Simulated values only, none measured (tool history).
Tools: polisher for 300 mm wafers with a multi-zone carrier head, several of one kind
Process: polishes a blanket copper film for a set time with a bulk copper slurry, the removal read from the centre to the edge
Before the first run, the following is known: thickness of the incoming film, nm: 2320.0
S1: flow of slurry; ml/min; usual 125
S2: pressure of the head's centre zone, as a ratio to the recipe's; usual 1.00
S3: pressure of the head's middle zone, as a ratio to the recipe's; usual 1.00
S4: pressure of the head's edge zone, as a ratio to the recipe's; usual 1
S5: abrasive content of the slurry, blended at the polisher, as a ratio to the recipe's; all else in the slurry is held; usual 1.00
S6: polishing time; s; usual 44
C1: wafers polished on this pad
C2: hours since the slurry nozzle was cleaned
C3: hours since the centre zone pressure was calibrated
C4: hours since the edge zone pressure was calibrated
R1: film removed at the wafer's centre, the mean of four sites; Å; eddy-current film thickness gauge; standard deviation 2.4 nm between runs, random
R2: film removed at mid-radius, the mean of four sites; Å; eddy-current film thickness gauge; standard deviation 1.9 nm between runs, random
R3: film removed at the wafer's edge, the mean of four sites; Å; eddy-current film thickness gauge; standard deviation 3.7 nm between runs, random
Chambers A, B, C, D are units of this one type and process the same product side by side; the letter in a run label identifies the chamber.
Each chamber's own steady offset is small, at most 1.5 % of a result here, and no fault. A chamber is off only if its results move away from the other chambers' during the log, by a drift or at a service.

run	hour	S1	S2	S3	S4	S5	S6	C1	C2	C3	C4	R1	R2	R3
1A	5.6	125	1.00	1.00	1	1.00	44	552	414.1	1131.5	142.0	2562.8	2585.2	2630.2
# hour 12.9: chamber C: worn pad replaced by a new one
2D	12.9	125	1.00	1.00	1	1.00	44	727	546.8	834.9	365.3	2625.2	2612.3	2590.3
# hour 17.9: chamber D: slurry nozzle cleaned
3B	22.3	125	1.00	1.00	1	1.00	44	635	950.6	443.7	114.2	2599.7	2574.2	2633.5
4C	26.8	125	1.00	1.00	1	1.00	44	248	650.2	855.1	323.7	2622.4	2642.1	2617.8
# hour 33.7: chamber B: worn pad replaced by a new one
5A	34.7	125	1.00	1.00	1	1.00	44	1069	443.2	1160.6	171.1	2535.1	2584.8	2591.1
# hour 41.5: chamber B: slurry nozzle cleaned
6B	44.3	125	1.00	1.00	1	1.00	44	189	2.8	465.7	136.2	2564.2	2598.3	2593.2
# hour 50.8: chamber C: worn pad replaced by a new one
7C	52.3	125	1.00	1.00	1	1.00	44	27	675.7	880.6	349.2	2641.3	2639.1	2601.2
# hour 57.7: chamber D: centre zone pressure recalibrated
# hour 58.0: chamber A: worn pad replaced by a new one
8D	62.3	125	1.00	1.00	1	1.00	44	1605	44.5	4.6	414.7	2602.7	2595.4	2577.5
# hour 64.5: chamber B: centre zone pressure recalibrated
# hour 66.8: chamber C: slurry nozzle cleaned
9A	72.2	125	1.00	1.00	1	1.00	44	253	480.7	1198.1	208.6	2576.1	2588.3	2634.8
# hour 72.5: chamber B: worn pad replaced by a new one
10C	79.1	125	1.00	1.00	1	1.00	44	504	12.3	907.4	376.0	2629.2	2655.6	2589.5
11B	87.8	125	1.00	1.00	1	1.00	44	273	46.3	23.3	179.7	2638.2	2620.7	2679.1
# hour 90.8: chamber C: worn pad replaced by a new one
12D	95.9	125	1.00	1.00	1	1.00	44	2202	78.1	38.2	448.3	2573.9	2592.3	2561.7
13C	105.2	125	1.00	1.00	1	1.00	44	257	38.4	933.5	402.1	2623.6	2611.6	2559.5
14D	111.9	125	0.89	1.00	1	1.00	44	2487	94.1	54.2	464.3	2243.4	2580.6	2566.9
# hour 116.9: chamber B: worn pad replaced by a new one
15A	120.4	125	0.89	1.00	1	1.00	44	1109	528.9	1246.3	256.8	2278.2	2562.7	2666.6
16B	127.2	125	0.89	1.00	1	1.00	44	183	85.7	62.7	219.1	2288.5	2614.6	2550.1
# hour 131.7: chamber A: worn pad replaced by a new one
17B	135.5	125	0.89	1.00	1	1.00	44	330	94.0	71.0	227.4	2300.5	2603.7	2564.1
# hour 139.8: chamber C: worn pad replaced by a new one
# hour 143.3: chamber A: centre zone pressure recalibrated
# hour 144.6: chamber C: edge zone pressure recalibrated
18A	145.1	125	1.00	0.95	1	1.00	55	239	553.6	1.9	281.5	3194.9	3077.9	3268.7
19D	152.6	125	1.00	0.95	1	1.00	55	3210	134.8	94.9	505.0	3095.4	2977.0	3099.7
20C	157.7	125	1.00	0.95	1	1.00	55	319	90.9	986.0	13.1	3227.6	3129.3	3271.1
# hour 161.9: chamber B: worn pad replaced by a new one
21B	165.0	125	1.00	0.95	1	1.00	55	56	123.5	100.5	256.9	3293.4	3070.1	3335.9
22D	174.1	125	1.00	1.00	1	1.00	44	3593	156.3	116.4	526.5	2443.3	2439.8	2458.5
23C	184.2	145	1.00	1.00	1	1.00	55	790	117.4	1012.5	39.6	3434.1	3400.8	3359.7
24A	189.3	145	1.00	1.00	1	1.00	55	1024	597.8	46.1	325.7	3369.7	3380.6	3353.6
# hour 189.6: chamber C: worn pad replaced by a new one
# hour 193.0: chamber C: centre zone pressure recalibrated
25A	199.2	145	1.00	1.00	1	1.00	55	1200	607.7	56.0	335.6	3356.2	3350.1	3331.6
# hour 205.1: chamber B: worn pad replaced by a new one
26B	207.6	145	1.00	1.00	1	1.00	55	45	166.1	143.1	299.5	3341.9	3338.2	3248.9
27C	212.1	125	1.00	1.00	1	1.00	44	401	145.3	19.2	67.5	2547.6	2617.7	2504.6
28D	217.7	125	1.08	1.00	1	0.85	44	4368	199.9	160.0	570.1	2519.5	2347.9	2332.2

Next, every chamber runs the same settings. What will each give?
29A	224.9	125	1.00	1.00	1	1.00	44					?	?	?
29B	224.9	125	1.00	1.00	1	1.00	44					?	?	?
29C	224.9	125	1.00	1.00	1	1.00	44					?	?	?
29D	224.9	125	1.00	1.00	1	1.00	44					?	?	?

run	R1	R2	R3
29A	2596.5	2571.5	2668.4
29B	2601.7	2599.4	2656.4
29C	2592.9	2627.5	2578.2
29D	2418.7	2403.1	2365.0

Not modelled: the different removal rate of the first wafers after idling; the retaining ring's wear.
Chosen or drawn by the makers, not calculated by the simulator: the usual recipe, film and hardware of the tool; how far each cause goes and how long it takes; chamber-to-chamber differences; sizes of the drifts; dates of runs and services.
